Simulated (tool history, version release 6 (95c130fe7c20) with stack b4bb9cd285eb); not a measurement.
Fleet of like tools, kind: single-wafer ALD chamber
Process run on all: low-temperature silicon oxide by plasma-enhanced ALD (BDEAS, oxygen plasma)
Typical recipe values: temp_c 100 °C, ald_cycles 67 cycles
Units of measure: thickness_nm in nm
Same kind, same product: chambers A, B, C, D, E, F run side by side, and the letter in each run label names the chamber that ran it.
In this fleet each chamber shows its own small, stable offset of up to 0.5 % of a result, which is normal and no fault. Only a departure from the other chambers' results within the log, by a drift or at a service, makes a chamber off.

run,hour,temp_c,ald_cycles,"read-back reference wafer on the same gauge, thickness_nm",thickness_nm
1A,6.5,100,67,8.2914,9.5125
2C,11.0,100,67,8.2914,9.5563
3B,19.7,100,67,8.2929,9.5935
4F,27.6,100,67,8.2890,9.5767
5E,35.3,100,67,8.2861,9.6385
6D,42.9,100,67,8.2907,9.5762
7B,50.3,100,67,8.2932,9.6037
8F,55.5,100,67,8.2880,9.5594
9E,60.1,100,67,8.2935,9.6206
10C,66.1,100,67,8.2933,9.5489
11A,72.8,100,67,8.2894,9.5656
12D,82.1,100,67,8.2907,9.6115
13B,90.5,100,67,8.2924,9.5870
14F,100.0,100,67,8.2866,9.5552
15E,108.4,100,67,8.2901,9.6134
16A,115.9,100,67,8.2947,9.5484
17D,125.9,100,67,8.2932,9.6131
# hour 127.4: chamber D: thermocouple changed; heater temperature recalibrated
18C,134.7,100,67,8.2877,9.5635
19F,141.7,100,67,8.2841,9.5842
20C,148.1,100,67,8.2881,9.5643
21E,157.0,100,67,8.2954,9.6107
22B,164.1,100,67,8.2876,9.5947
23D,171.9,100,67,8.2925,9.6475
24A,181.5,100,67,8.2884,9.5560
25C,190.0,100,67,8.2927,9.5005
26F,196.8,100,67,8.2913,9.5812
27D,202.9,100,67,8.2879,9.6244
28B,208.0,110,80,8.2901,11.2270
29A,215.9,110,80,8.2908,11.1990
30E,224.1,110,80,8.2881,11.2560
31C,228.9,110,80,8.2918,11.1980
32A,237.8,110,80,8.2876,11.1860
33E,246.3,110,80,8.2874,11.2370
34B,252.8,100,67,8.2917,9.5772
35D,263.1,100,67,8.2939,9.6308
36F,272.8,100,67,8.2957,9.5836
37E,282.3,100,67,8.2922,9.6002
38A,287.5,100,67,8.2916,9.5356
39D,296.0,100,67,8.2937,9.6154
40C,303.2,100,67,8.2846,9.5521
41B,313.3,100,67,8.2895,9.6021
42F,319.7,100,67,8.2872,9.5358
43A,327.8,108,63,8.2930,8.8539
44C,334.4,108,63,8.2907,8.8459

Each of the 6 chambers runs these same settings next. Fill in every chamber's results:
45A,342.0,100,61,,?
45B,342.0,100,61,,?
45C,342.0,100,61,,?
45D,342.0,100,61,,?
45E,342.0,100,61,,?
45F,342.0,100,61,,?

run,thickness_nm
45A,8.7299
45B,8.7354
45C,8.7094
45D,8.7352
45E,8.7617
45F,8.6910
